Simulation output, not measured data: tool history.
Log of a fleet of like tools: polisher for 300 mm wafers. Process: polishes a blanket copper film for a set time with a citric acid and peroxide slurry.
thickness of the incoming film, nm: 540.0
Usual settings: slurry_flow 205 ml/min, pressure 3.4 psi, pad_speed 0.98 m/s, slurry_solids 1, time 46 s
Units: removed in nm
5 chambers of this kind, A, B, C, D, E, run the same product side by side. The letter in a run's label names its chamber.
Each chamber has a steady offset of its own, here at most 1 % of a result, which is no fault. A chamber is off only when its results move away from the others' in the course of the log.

run	hour	slurry_flow	pressure	pad_speed	slurry_solids	time	wafers polished on this pad	hours since the slurry nozzle was cleaned	hours since the head pressure was calibrated	hours since the slurry blender was calibrated	removed
1D	4.6	205	3.4	0.98	1	46	1043	427.4	249.5	89.6	110.53
2C	15	205	3.4	0.98	1	46	365	79.5	468.3	89.4	109.67
3B	20.9	205	3.4	0.98	1	46	643	272.2	849.1	43.1	108.11
# hour 21.8: chamber E: worn pad replaced by a new one
4A	27.9	205	3.4	0.98	1	46	464	395.5	129.6	126.4	110.46
# hour 28.9: chamber D: worn pad replaced by a new one
5E	38.2	205	3.4	0.98	1	46	127	230.1	74.1	213.1	109.76
6B	45.5	205	3.4	0.98	1	46	834	296.8	873.7	67.7	109.27
7A	53.4	205	3.4	0.98	1	46	663	421	155.1	151.9	111.43
# hour 56.3: chamber B: worn pad replaced by a new one
8E	59.7	205	3.4	0.98	1	46	294	251.6	95.6	234.6	109.8
9D	68.6	205	3.4	0.98	1	46	308	491.4	313.5	153.6	110.07
10C	77.5	205	3.4	0.98	1	46	851	142	530.8	151.9	107.59
11C	83.1	205	3.4	0.98	1	46	894	147.6	536.4	157.5	109.23
12E	93.7	205	4.3	0.98	1	46	559	285.6	129.6	268.6	137.53
# hour 96.5: chamber A: worn pad replaced by a new one
# hour 98.4: chamber A: slurry blender recalibrated
13B	102.3	205	4.3	0.98	1	46	357	353.6	930.5	124.5	135.12
# hour 110.4: chamber A: slurry nozzle cleaned
# hour 111.3: chamber E: worn pad replaced by a new one
14D	111.4	205	4.3	0.98	1	46	641	534.2	356.3	196.4	135.69
15A	119.9	205	4.3	0.98	1	46	182	9.5	221.6	21.5	137.56
# hour 124.3: chamber C: worn pad replaced by a new one
16B	129.8	205	4.3	0.98	1	46	571	381.1	958	152	135.58
17A	134.6	205	3.4	0.98	1	46	296	24.2	236.3	36.2	109.81
# hour 140.1: chamber E: slurry nozzle cleaned
18D	143.4	205	3.4	0.98	1	46	889	566.2	388.3	228.4	108.62
19C	154	205	3.4	0.98	1	46	230	218.5	607.3	228.4	109
20E	160.5	205	3.4	0.98	1	46	382	20.5	196.4	335.4	110.16
# hour 160.7: chamber C: slurry nozzle cleaned
21E	167.9	205	3.4	0.98	1	46	440	27.9	203.8	342.8	109.88
22C	172.9	205	3.4	0.98	1	46	377	12.3	626.2	247.3	108.54
# hour 183.1: chamber B: worn pad replaced by a new one
23A	183.3	205	3.4	0.98	1	46	674	72.9	285	84.9	109.58
# hour 188.7: chamber E: worn pad replaced by a new one
24B	193.9	205	3.4	0.98	1	46	84	445.2	1022.1	216.1	107.51
# hour 195.4: chamber D: worn pad replaced by a new one
25D	201.2	205	3.4	0.98	1	46	45	624	446.1	286.2	110.08
# hour 205.8: chamber C: slurry blender recalibrated
26D	210.9	205	3.4	0.98	1	46	120	633.7	455.8	295.9	109.71
27B	216.3	205	3.4	0.98	0.75	56	258	467.6	1044.5	238.5	122.48
28C	226.1	205	3.4	0.98	0.75	56	790	65.5	679.4	20.3	124.57
29A	231.4	205	3.4	0.98	0.75	56	1048	121	333.1	133	126.78
30E	237.1	205	3.4	0.98	0.75	56	376	97.1	273	412	125.68
31E	243.1	205	3.4	0.98	0.75	56	423	103.1	279	418	126.35
# hour 245.7: chamber E: slurry blender recalibrated
# hour 246.8: chamber A: worn pad replaced by a new one
# hour 249.2: chamber D: slurry blender recalibrated
32B	251.5	205	2.9	0.8	1	46	531	502.8	1079.7	273.7	73.165
33C	259.6	205	2.9	0.8	1	46	1051	99	712.9	53.8	77.509
34D	265.7	205	2.9	0.8	1	46	546	688.5	510.6	16.5	76.64
35A	273.1	205	2.9	0.8	1	46	204	162.7	374.8	174.7	78.11
# hour 278.4: chamber C: worn pad replaced by a new one
36B	279.8	205	2.9	0.8	1	46	751	531.1	1108	302	73.34
# hour 281.7: chamber E: worn pad replaced by a new one
37D	288.4	205	3.4	0.74	1	46	722	711.2	533.3	39.2	83.686
# hour 293.3: chamber A: slurry blender recalibrated
38E	295.7	205	3.4	0.74	1	46	108	155.7	331.6	50	83.655
39C	305.6	205	3.4	0.74	1	46	211	145	758.9	99.8	85.429
40A	311.9	205	3.4	0.74	1	46	506	201.5	413.6	18.6	83.654
41E	316.8	205	3.4	0.74	1	46	272	176.8	352.7	71.1	83.397

Next, every chamber runs the same settings. What will each give?
42A	324.4	205	3.4	1.14	1	46					?
42B	324.4	205	3.4	1.14	1	46					?
42C	324.4	205	3.4	1.14	1	46					?
42D	324.4	205	3.4	1.14	1	46					?
42E	324.4	205	3.4	1.14	1	46					?

run	removed
42A	127.13
42B	118.63
42C	127.37
42D	127.96
42E	126.83

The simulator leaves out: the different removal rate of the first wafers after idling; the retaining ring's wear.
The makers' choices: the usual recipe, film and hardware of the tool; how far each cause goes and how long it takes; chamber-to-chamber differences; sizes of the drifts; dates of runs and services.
